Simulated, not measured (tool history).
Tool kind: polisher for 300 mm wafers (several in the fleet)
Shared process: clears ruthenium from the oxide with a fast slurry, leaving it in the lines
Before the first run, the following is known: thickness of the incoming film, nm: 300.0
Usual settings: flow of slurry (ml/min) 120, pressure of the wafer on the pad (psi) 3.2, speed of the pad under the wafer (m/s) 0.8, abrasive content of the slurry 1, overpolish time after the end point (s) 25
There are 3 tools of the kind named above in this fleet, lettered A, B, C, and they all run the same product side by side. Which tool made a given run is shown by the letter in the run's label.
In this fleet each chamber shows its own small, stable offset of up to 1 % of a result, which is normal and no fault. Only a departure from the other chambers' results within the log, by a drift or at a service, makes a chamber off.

| run | hour | flow of slurry (ml/min) | pressure of the wafer on the pad (psi) | speed of the pad under the wafer (m/s) | abrasive content of the slurry | overpolish time after the end point (s) | wafers polished on this pad | hours since the slurry nozzle was cleaned | hours since the head pressure was calibrated | hours since the slurry blender was calibrated | time until the end point was called (s) | dishing of a wide line in a test structure (angstrom) |
|---|---|---|---|---|---|---|---|---|---|---|---|---|
| 1A | 7.7 | 120 | 3.2 | 0.8 | 1 | 25 | 454 | 335.4 | 106 | 68.3 | 94.89 | 587.47 |
|  | 8.1 | chamber C: slurry blender recalibrated |
| 2C | 20.5 | 120 | 3.2 | 0.8 | 1 | 25 | 536 | 690.7 | 243.8 | 12.4 | 91.662 | 589.49 |
| 3B | 27.6 | 120 | 3.2 | 0.8 | 1 | 25 | 939 | 502.7 | 468.2 | 227.3 | 91.361 | 559.26 |
|  | 31.1 | chamber A: slurry nozzle cleaned |
|  | 33.8 | chamber B: worn pad replaced by a new one |
| 4A | 35.4 | 120 | 3.2 | 0.8 | 1 | 25 | 636 | 4.4 | 133.7 | 96 | 93.721 | 582.21 |
| 5B | 42.1 | 120 | 3.2 | 0.8 | 1 | 25 | 54 | 517.2 | 482.7 | 241.8 | 92.151 | 568 |
| 6C | 53.5 | 120 | 3.2 | 0.8 | 1 | 25 | 753 | 723.7 | 276.8 | 45.4 | 95.639 | 583.29 |
|  | 59.7 | chamber A: worn pad replaced by a new one |
| 7B | 67.2 | 120 | 3.2 | 0.8 | 1 | 25 | 219 | 542.3 | 507.8 | 266.9 | 91.329 | 585.28 |
| 8A | 75.4 | 120 | 3.2 | 0.8 | 1 | 25 | 103 | 44.4 | 173.7 | 136 | 95.135 | 560.78 |
|  | 83 | chamber A: slurry blender recalibrated |
| 9C | 85.5 | 120 | 3.2 | 0.8 | 1 | 25 | 963 | 755.7 | 308.8 | 77.4 | 96.166 | 591.1 |
| 10A | 98.8 | 120 | 3.2 | 0.8 | 1 | 25 | 256 | 67.8 | 197.1 | 15.8 | 96.643 | 579.26 |
|  | 102.1 | chamber C: head pressure recalibrated |
|  | 105.6 | chamber B: slurry nozzle cleaned |
| 11C | 106.6 | 120 | 3.2 | 0.8 | 1 | 25 | 1101 | 776.8 | 4.6 | 98.5 | 96.477 | 585.87 |
|  | 113.9 | chamber C: slurry nozzle cleaned |
| 12B | 118.4 | 120 | 3.2 | 0.8 | 1 | 25 | 555 | 12.8 | 559 | 318.1 | 93.627 | 583.66 |
| 13A | 124.7 | 120 | 3.2 | 0.8 | 1 | 25 | 426 | 93.7 | 223 | 41.7 | 96.587 | 609.56 |
| 14B | 133.2 | 120 | 3.2 | 0.8 | 1 | 25 | 652 | 27.6 | 573.8 | 332.9 | 93.44 | 576.14 |
| 15C | 144.2 | 120 | 3.2 | 0.8 | 1 | 25 | 1348 | 30.3 | 42.2 | 136.1 | 95.936 | 579.19 |
| 16C | 154.9 | 120 | 3.2 | 0.8 | 1 | 25 | 1419 | 41 | 52.9 | 146.8 | 94.353 | 577.67 |
| 17A | 168.4 | 120 | 3.2 | 0.8 | 1 | 25 | 713 | 137.4 | 266.7 | 85.4 | 95.667 | 572.84 |
|  | 174.1 | chamber A: worn pad replaced by a new one |
|  | 174.4 | chamber C: slurry blender recalibrated |
| 18B | 177.1 | 120 | 3.2 | 0.8 | 1 | 25 | 941 | 71.5 | 617.7 | 376.8 | 91.986 | 571.57 |
|  | 178.6 | chamber B: worn pad replaced by a new one |
| 19B | 185.9 | 120 | 2.5 | 0.8 | 1.2 | 25 | 48 | 80.3 | 626.5 | 385.6 | 112.48 | 529.47 |
| 20C | 199.8 | 120 | 2.5 | 0.8 | 1.2 | 25 | 1713 | 85.9 | 97.8 | 25.5 | 114.64 | 487.88 |
| 21A | 208.1 | 120 | 2.5 | 0.8 | 1.2 | 25 | 223 | 177.1 | 306.4 | 125.1 | 111.46 | 528.66 |
|  | 209.7 | chamber B: slurry blender recalibrated |
|  | 210.2 | chamber A: slurry blender recalibrated |
| 22A | 221.5 | 120 | 3.2 | 0.8 | 1 | 25 | 311 | 190.5 | 319.8 | 11.3 | 94.389 | 572.92 |
|  | 224.9 | chamber B: head pressure recalibrated |
| 23B | 228.8 | 120 | 3.2 | 0.8 | 1 | 25 | 330 | 123.2 | 3.9 | 19.1 | 93.105 | 568.68 |
| 24C | 241.6 | 120 | 3.2 | 0.8 | 1 | 25 | 1988 | 127.7 | 139.6 | 67.3 | 96.345 | 559.72 |
| 25A | 251.9 | 120 | 3.2 | 0.8 | 1 | 25 | 511 | 220.9 | 350.2 | 41.7 | 95.21 | 618.56 |
| 26C | 258.9 | 120 | 3.2 | 0.8 | 1 | 25 | 2101 | 145 | 156.9 | 84.6 | 97.027 | 565.08 |
| 27B | 265.3 | 120 | 3.2 | 0.8 | 1 | 25 | 569 | 159.7 | 40.4 | 55.6 | 90.582 | 576.1 |
| 28C | 277.8 | 120 | 3.2 | 0.8 | 1 | 25 | 2225 | 163.9 | 175.8 | 103.5 | 98.365 | 567.2 |
| 29B | 285.6 | 120 | 3.2 | 0.8 | 0.75 | 25 | 703 | 180 | 60.7 | 75.9 | 109.37 | 533.34 |
|  | 289.4 | chamber A: worn pad replaced by a new one |
| 30A | 295.7 | 120 | 3.2 | 0.8 | 0.75 | 25 | 41 | 264.7 | 394 | 85.5 | 109.35 | 523.28 |
| 31B | 303.1 | 120 | 3.2 | 0.8 | 0.75 | 25 | 818 | 197.5 | 78.2 | 93.4 | 104.57 | 525.37 |
|  | 309.9 | chamber B: worn pad replaced by a new one |
| 32A | 315.9 | 120 | 3.2 | 0.8 | 1 | 25 | 174 | 284.9 | 414.2 | 105.7 | 94.724 | 576.66 |
| 33C | 328.8 | 145 | 3.2 | 0.8 | 1 | 20 | 2560 | 214.9 | 226.8 | 154.5 | 96.578 | 471.74 |
| 34A | 339.7 | 145 | 3.2 | 0.8 | 1 | 20 | 330 | 308.7 | 438 | 129.5 | 92.574 | 492.04 |
| 35B | 346.3 | 145 | 3.2 | 0.8 | 1 | 20 | 239 | 240.7 | 121.4 | 136.6 | 88.515 | 500.45 |
|  | 346.4 | chamber C: slurry blender recalibrated |
| 36C | 360 | 120 | 3.2 | 0.8 | 1 | 25 | 2765 | 246.1 | 258 | 13.6 | 102.18 | 544.16 |
| 37C | 371.6 | 120 | 3.2 | 0.8 | 1 | 25 | 2841 | 257.7 | 269.6 | 25.2 | 99.261 | 557.41 |
| 38B | 382.1 | 120 | 3.2 | 0.8 | 1 | 25 | 474 | 276.5 | 157.2 | 172.4 | 92.829 | 562.8 |

All chambers now run identical settings, listed one chamber a line with results as question marks. What results will each chamber show?
| 39A | 392.1 | 120 | 3.2 | 0.8 | 1 | 12 |  |  |  |  | ? | ? |
| 39B | 392.1 | 120 | 3.2 | 0.8 | 1 | 12 |  |  |  |  | ? | ? |
| 39C | 392.1 | 120 | 3.2 | 0.8 | 1 | 12 |  |  |  |  | ? | ? |

| run | time until the end point was called (s) | dishing of a wide line in a test structure (angstrom) |
|---|---|---|
| 39A | 93.025 | 318.13 |
| 39B | 94.15 | 302.95 |
| 39C | 105.88 | 293.35 |
